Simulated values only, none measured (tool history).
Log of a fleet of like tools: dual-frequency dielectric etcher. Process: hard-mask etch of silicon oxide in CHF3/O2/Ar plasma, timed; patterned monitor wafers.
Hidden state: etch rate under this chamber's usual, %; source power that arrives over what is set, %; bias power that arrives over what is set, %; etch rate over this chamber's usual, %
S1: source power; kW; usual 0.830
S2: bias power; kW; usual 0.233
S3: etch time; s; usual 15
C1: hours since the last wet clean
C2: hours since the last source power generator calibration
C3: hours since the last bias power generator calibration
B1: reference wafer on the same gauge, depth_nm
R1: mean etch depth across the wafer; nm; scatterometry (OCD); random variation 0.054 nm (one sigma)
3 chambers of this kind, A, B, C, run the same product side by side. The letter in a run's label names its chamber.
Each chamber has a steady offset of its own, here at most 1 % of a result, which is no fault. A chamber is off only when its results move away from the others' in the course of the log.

{"run": "1C", "hour": 12.1, "S1": 0.83, "S2": 0.233, "S3": 15, "C1": 161.9, "C2": 1256.7, "C3": 2634.7, "B1": 35.303, "R1": 36.587}
{"run": "2A", "hour": 18.2, "S1": 0.83, "S2": 0.233, "S3": 15, "C1": 433.1, "C2": 1137.7, "C3": 3102.0, "B1": 35.326, "R1": 36.864}
{"run": "3B", "hour": 28.7, "S1": 0.83, "S2": 0.233, "S3": 15, "C1": 499.0, "C2": 2207.9, "C3": 2658.2, "B1": 35.319, "R1": 36.921}
{"run": "4A", "hour": 36.0, "S1": 0.83, "S2": 0.233, "S3": 15, "C1": 450.9, "C2": 1155.5, "C3": 3119.8, "B1": 35.356, "R1": 36.739}
{"run": "5C", "hour": 42.8, "S1": 0.83, "S2": 0.233, "S3": 15, "C1": 192.6, "C2": 1287.4, "C3": 2665.4, "B1": 35.348, "R1": 36.802}
{"run": "6B", "hour": 54.1, "S1": 0.83, "S2": 0.233, "S3": 15, "C1": 524.4, "C2": 2233.3, "C3": 2683.6, "B1": 35.362, "R1": 36.919}
{"run": "7A", "hour": 62.7, "S1": 0.83, "S2": 0.233, "S3": 15, "C1": 477.6, "C2": 1182.2, "C3": 3146.5, "B1": 35.37, "R1": 36.896}
{"run": "8B", "hour": 69.4, "S1": 0.83, "S2": 0.189, "S3": 13, "C1": 539.7, "C2": 2248.6, "C3": 2698.9, "B1": 35.378, "R1": 29.867}
{"run": "9C", "hour": 75.9, "S1": 0.83, "S2": 0.189, "S3": 13, "C1": 225.7, "C2": 1320.5, "C3": 2698.5, "B1": 35.389, "R1": 29.729}
{"run": "10B", "hour": 86.2, "S1": 0.83, "S2": 0.189, "S3": 13, "C1": 556.5, "C2": 2265.4, "C3": 2715.7, "B1": 35.384, "R1": 29.909}
{"hour": 86.9, "done": "chamber B: wet clean of the chamber"}
{"hour": 87.9, "done": "chamber C: bias power generator calibrated"}
{"run": "11C", "hour": 94.8, "S1": 0.83, "S2": 0.186, "S3": 15, "C1": 244.6, "C2": 1339.4, "C3": 6.9, "B1": 35.396, "R1": 34.15}
{"run": "12A", "hour": 100.3, "S1": 0.83, "S2": 0.186, "S3": 15, "C1": 515.2, "C2": 1219.8, "C3": 3184.1, "B1": 35.407, "R1": 34.28}
{"run": "13C", "hour": 112.3, "S1": 0.83, "S2": 0.186, "S3": 15, "C1": 262.1, "C2": 1356.9, "C3": 24.4, "B1": 35.418, "R1": 34.07}
{"run": "14B", "hour": 124.0, "S1": 0.83, "S2": 0.233, "S3": 15, "C1": 37.1, "C2": 2303.2, "C3": 2753.5, "B1": 35.437, "R1": 37.016}
{"run": "15A", "hour": 136.2, "S1": 0.83, "S2": 0.233, "S3": 15, "C1": 551.1, "C2": 1255.7, "C3": 3220.0, "B1": 35.441, "R1": 36.922}
{"run": "16B", "hour": 145.8, "S1": 0.83, "S2": 0.233, "S3": 15, "C1": 58.9, "C2": 2325.0, "C3": 2775.3, "B1": 35.46, "R1": 37.07}
{"run": "17A", "hour": 158.1, "S1": 0.83, "S2": 0.233, "S3": 15, "C1": 573.0, "C2": 1277.6, "C3": 3241.9, "B1": 35.455, "R1": 37.001}
{"run": "18C", "hour": 167.9, "S1": 0.83, "S2": 0.233, "S3": 15, "C1": 317.7, "C2": 1412.5, "C3": 80.0, "B1": 35.49, "R1": 36.922}
{"run": "19A", "hour": 180.5, "S1": 0.83, "S2": 0.233, "S3": 15, "C1": 595.4, "C2": 1300.0, "C3": 3264.3, "B1": 35.497, "R1": 37.013}
{"run": "20B", "hour": 188.7, "S1": 0.83, "S2": 0.233, "S3": 15, "C1": 101.8, "C2": 2367.9, "C3": 2818.2, "B1": 35.504, "R1": 37.109}
{"run": "21C", "hour": 196.5, "S1": 0.83, "S2": 0.233, "S3": 15, "C1": 346.3, "C2": 1441.1, "C3": 108.6, "B1": 35.506, "R1": 36.931}

Is one chamber off against the others, does the gauge drift, or is nothing wrong? If a chamber is off, say which, and what the likeliest cause is.

The gauge drifts, so all chambers seem to drift together. No chamber is off.
Cause: gauge reads high (%) = 0.622.
